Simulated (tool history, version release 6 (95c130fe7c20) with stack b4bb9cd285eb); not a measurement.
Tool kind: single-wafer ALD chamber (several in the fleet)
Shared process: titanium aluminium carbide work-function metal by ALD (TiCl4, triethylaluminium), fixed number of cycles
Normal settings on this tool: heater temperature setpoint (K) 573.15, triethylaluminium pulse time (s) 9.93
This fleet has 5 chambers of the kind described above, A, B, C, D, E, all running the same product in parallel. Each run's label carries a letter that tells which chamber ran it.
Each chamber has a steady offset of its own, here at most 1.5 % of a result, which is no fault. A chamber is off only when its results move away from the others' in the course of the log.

| run | hour | heater temperature setpoint (K) | triethylaluminium pulse time (s) | read-back reference wafer on the same gauge, thickness_nm | mean film thickness on the monitor wafer (Å) |
|---|---|---|---|---|---|
| 1B | 5.8 | 573.15 | 9.93 | 1.6100 | 19.835 |
| 2C | 10.9 | 573.15 | 9.93 | 1.6105 | 19.940 |
| 3A | 17.9 | 573.15 | 9.93 | 1.6104 | 20.022 |
| 4D | 21.9 | 573.15 | 9.93 | 1.6101 | 20.093 |
| 5E | 26.9 | 573.15 | 9.93 | 1.6107 | 20.152 |
| 6B | 30.8 | 573.15 | 9.93 | 1.6098 | 19.815 |
| 7A | 37.0 | 573.15 | 9.93 | 1.6087 | 19.983 |
| 8C | 42.1 | 573.15 | 9.93 | 1.6102 | 19.905 |
| 9E | 46.7 | 573.15 | 9.93 | 1.6097 | 20.254 |
| 10D | 53.2 | 573.15 | 9.93 | 1.6092 | 20.150 |
| 11E | 59.1 | 573.15 | 9.93 | 1.6101 | 20.197 |
| 12C | 65.4 | 573.15 | 9.93 | 1.6100 | 19.894 |
| 13D | 70.0 | 573.15 | 8.44 | 1.6103 | 19.604 |
| 14B | 74.6 | 573.15 | 8.44 | 1.6108 | 19.396 |
| 15A | 81.2 | 573.15 | 8.44 | 1.6104 | 19.584 |
| 16C | 86.7 | 573.15 | 8.44 | 1.6105 | 19.402 |
| 17D | 94.8 | 573.15 | 8.44 | 1.6094 | 19.643 |
| 18B | 103.2 | 573.15 | 9.93 | 1.6095 | 19.777 |
| 19A | 107.2 | 584.15 | 12.37 | 1.6104 | 21.360 |
| 20E | 115.1 | 584.15 | 12.37 | 1.6094 | 21.669 |
|  | 121.8 | chamber C: thermocouple changed; heater temperature recalibrated |
| 21E | 122.7 | 584.15 | 12.37 | 1.6108 | 21.556 |
| 22A | 126.6 | 584.15 | 12.37 | 1.6097 | 21.451 |
| 23B | 133.4 | 584.15 | 12.37 | 1.6091 | 21.240 |
| 24C | 138.1 | 573.15 | 9.93 | 1.6098 | 19.505 |
| 25D | 144.4 | 573.15 | 9.93 | 1.6094 | 20.088 |
| 26D | 149.9 | 573.15 | 9.93 | 1.6106 | 20.132 |
| 27A | 156.2 | 583.15 | 9.93 | 1.6102 | 20.818 |
| 28B | 160.5 | 583.15 | 9.93 | 1.6093 | 20.630 |
| 29C | 165.0 | 583.15 | 9.93 | 1.6102 | 20.453 |
| 30E | 170.5 | 583.15 | 9.93 | 1.6099 | 21.030 |
| 31A | 175.6 | 583.15 | 9.93 | 1.6107 | 20.828 |
| 32C | 180.9 | 573.15 | 9.93 | 1.6098 | 19.586 |
| 33D | 184.9 | 573.15 | 9.93 | 1.6101 | 20.096 |
| 34E | 192.7 | 573.15 | 9.93 | 1.6104 | 20.134 |

All chambers now run identical settings, listed one chamber a line with results as question marks. What results will each chamber show?
| 35A | 198.7 | 573.15 | 12.14 |  | ? |
| 35B | 198.7 | 573.15 | 12.14 |  | ? |
| 35C | 198.7 | 573.15 | 12.14 |  | ? |
| 35D | 198.7 | 573.15 | 12.14 |  | ? |
| 35E | 198.7 | 573.15 | 12.14 |  | ? |

| run | mean film thickness on the monitor wafer (Å) |
|---|---|
| 35A | 20.458 |
| 35B | 20.170 |
| 35C | 19.941 |
| 35D | 20.465 |
| 35E | 20.555 |

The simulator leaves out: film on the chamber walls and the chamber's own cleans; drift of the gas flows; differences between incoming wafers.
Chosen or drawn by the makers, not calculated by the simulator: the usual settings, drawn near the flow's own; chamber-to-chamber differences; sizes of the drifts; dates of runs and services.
